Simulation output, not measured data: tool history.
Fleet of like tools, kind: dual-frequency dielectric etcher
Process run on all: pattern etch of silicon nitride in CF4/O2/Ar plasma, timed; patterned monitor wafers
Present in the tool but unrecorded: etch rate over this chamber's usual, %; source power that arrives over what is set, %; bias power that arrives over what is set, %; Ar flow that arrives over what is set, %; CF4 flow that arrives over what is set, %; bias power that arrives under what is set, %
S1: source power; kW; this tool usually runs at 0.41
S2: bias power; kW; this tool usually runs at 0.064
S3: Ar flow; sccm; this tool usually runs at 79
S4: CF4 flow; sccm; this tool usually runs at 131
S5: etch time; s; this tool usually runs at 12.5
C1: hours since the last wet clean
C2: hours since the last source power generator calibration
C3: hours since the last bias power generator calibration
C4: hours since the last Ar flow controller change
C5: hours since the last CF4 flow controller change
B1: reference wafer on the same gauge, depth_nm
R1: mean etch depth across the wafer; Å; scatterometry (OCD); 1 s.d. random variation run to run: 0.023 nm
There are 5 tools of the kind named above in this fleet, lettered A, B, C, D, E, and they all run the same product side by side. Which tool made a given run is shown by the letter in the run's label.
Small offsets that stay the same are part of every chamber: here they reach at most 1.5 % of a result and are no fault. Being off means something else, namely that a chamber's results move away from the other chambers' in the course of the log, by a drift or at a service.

| run | hour | S1 | S2 | S3 | S4 | S5 | C1 | C2 | C3 | C4 | C5 | B1 | R1 |
|---|---|---|---|---|---|---|---|---|---|---|---|---|---|
| 1C | 5 | 0.41 | 0.064 | 79 | 131 | 12.5 | 490.7 | 3003.6 | 2231 | 1438.5 | 930.5 | 27.497 | 233.41 |
| 2E | 16.4 | 0.41 | 0.064 | 79 | 131 | 12.5 | 516.6 | 1514.1 | 2395.9 | 4350.5 | 293.5 | 27.491 | 233.28 |
| 3D | 24.1 | 0.41 | 0.064 | 79 | 131 | 12.5 | 52.8 | 2824.4 | 1720.8 | 2264.4 | 305.4 | 27.489 | 233.16 |
| 4B | 34.9 | 0.41 | 0.064 | 79 | 131 | 12.5 | 214.5 | 832.5 | 2116.7 | 6460.2 | 3134.2 | 27.487 | 231.28 |
|  | 41.3 | chamber E: Ar flow controller replaced |
|  | 45.1 | chamber C: wet clean of the chamber |
| 5A | 46.1 | 0.41 | 0.064 | 79 | 131 | 12.5 | 382.1 | 1861.9 | 1660.4 | 2570.3 | 970.4 | 27.479 | 231.33 |
| 6A | 51.1 | 0.41 | 0.064 | 79 | 131 | 12.5 | 387.1 | 1866.9 | 1665.4 | 2575.3 | 975.4 | 27.485 | 231.33 |
| 7E | 60.2 | 0.41 | 0.064 | 79 | 131 | 12.5 | 560.4 | 1557.9 | 2439.7 | 18.9 | 337.3 | 27.47 | 233 |
| 8D | 66.9 | 0.41 | 0.064 | 79 | 131 | 12.5 | 95.6 | 2867.2 | 1763.6 | 2307.2 | 348.2 | 27.474 | 233.61 |
| 9C | 72.4 | 0.41 | 0.064 | 79 | 131 | 12.5 | 27.4 | 3071 | 2298.4 | 1505.9 | 997.9 | 27.472 | 233.4 |
|  | 80.2 | chamber E: wet clean of the chamber |
| 10B | 82.2 | 0.41 | 0.064 | 79 | 131 | 12.5 | 261.8 | 879.8 | 2164 | 6507.5 | 3181.5 | 27.466 | 230.74 |
| 11E | 92 | 0.41 | 0.064 | 79 | 131 | 12.5 | 11.8 | 1589.7 | 2471.5 | 50.7 | 369.1 | 27.468 | 232.66 |
| 12B | 100.7 | 0.41 | 0.064 | 79 | 131 | 12.5 | 280.3 | 898.3 | 2182.5 | 6526 | 3200 | 27.455 | 230.83 |
|  | 108.1 | chamber B: Ar flow controller replaced |
| 13D | 111.2 | 0.41 | 0.064 | 79 | 131 | 12.5 | 139.9 | 2911.5 | 1807.9 | 2351.5 | 392.5 | 27.454 | 233.24 |
| 14A | 118.2 | 0.41 | 0.064 | 79 | 131 | 12.5 | 454.2 | 1934 | 1732.5 | 2642.4 | 1042.5 | 27.449 | 231.14 |
| 15C | 125.8 | 0.41 | 0.064 | 79 | 131 | 12.5 | 80.8 | 3124.4 | 2351.8 | 1559.3 | 1051.3 | 27.445 | 233.14 |
| 16C | 136.6 | 0.41 | 0.064 | 79 | 131 | 12.5 | 91.6 | 3135.2 | 2362.6 | 1570.1 | 1062.1 | 27.452 | 233.01 |
|  | 141.9 | chamber A: wet clean of the chamber |
| 17B | 146.2 | 0.41 | 0.064 | 79 | 131 | 12.5 | 325.8 | 943.8 | 2228 | 38.2 | 3245.5 | 27.44 | 230.78 |
| 18A | 155.1 | 0.41 | 0.064 | 79 | 131 | 12.5 | 13.3 | 1970.9 | 1769.4 | 2679.3 | 1079.4 | 27.437 | 231.31 |
| 19E | 162.5 | 0.41 | 0.064 | 79 | 131 | 12.5 | 82.3 | 1660.2 | 2542 | 121.2 | 439.6 | 27.44 | 232.47 |
| 20D | 171.6 | 0.41 | 0.064 | 79 | 131 | 12.5 | 200.3 | 2971.9 | 1868.3 | 2411.9 | 452.9 | 27.426 | 232.78 |
| 21A | 180.3 | 0.41 | 0.064 | 79 | 131 | 12.5 | 38.5 | 1996.1 | 1794.6 | 2704.5 | 1104.6 | 27.433 | 230.93 |
| 22B | 185.5 | 0.32 | 0.064 | 79 | 131 | 9.5 | 365.1 | 983.1 | 2267.3 | 77.5 | 3284.8 | 27.425 | 141.5 |
|  | 190.9 | chamber B: CF4 flow controller replaced |
| 23C | 196.7 | 0.32 | 0.064 | 79 | 131 | 9.5 | 151.7 | 3195.3 | 2422.7 | 1630.2 | 1122.2 | 27.423 | 142.16 |
| 24E | 203.1 | 0.32 | 0.064 | 79 | 131 | 9.5 | 122.9 | 1700.8 | 2582.6 | 161.8 | 480.2 | 27.41 | 142.81 |
| 25D | 208.1 | 0.32 | 0.064 | 79 | 131 | 9.5 | 236.8 | 3008.4 | 1904.8 | 2448.4 | 489.4 | 27.412 | 142.43 |
|  | 209.6 | chamber C: source power generator calibrated |
| 26B | 216.9 | 0.32 | 0.064 | 79 | 131 | 9.5 | 396.5 | 1014.5 | 2298.7 | 108.9 | 26.1 | 27.417 | 141.69 |
| 27A | 224.5 | 0.41 | 0.064 | 79 | 131 | 12.5 | 82.7 | 2040.3 | 1838.8 | 2748.7 | 1148.8 | 27.408 | 230.54 |
| 28E | 235.6 | 0.41 | 0.064 | 79 | 131 | 12.5 | 155.4 | 1733.3 | 2615.1 | 194.3 | 512.7 | 27.405 | 232.29 |
| 29C | 240.6 | 0.41 | 0.075 | 79 | 131 | 12.5 | 195.6 | 31.1 | 2466.6 | 1674.1 | 1166.1 | 27.4 | 246.76 |
| 30D | 250.4 | 0.41 | 0.075 | 79 | 131 | 12.5 | 279.1 | 3050.7 | 1947.1 | 2490.7 | 531.7 | 27.397 | 247.18 |
| 31D | 256.5 | 0.41 | 0.075 | 79 | 131 | 12.5 | 285.2 | 3056.8 | 1953.2 | 2496.8 | 537.8 | 27.393 | 246.8 |
| 32C | 266.9 | 0.41 | 0.075 | 79 | 131 | 12.5 | 221.9 | 57.4 | 2492.9 | 1700.4 | 1192.4 | 27.386 | 246.61 |

Read the log: is a single chamber off, either drifting away or since a service, is the gauge that measures every chamber drifting, or is nothing wrong beyond small per-chamber offsets? Name any odd chamber and what most likely caused it.

Every chamber seems to shift together because the gauge that measures them all drifts; the chambers themselves are fine.
Likeliest cause: gauge reads low (%) = 0.413.
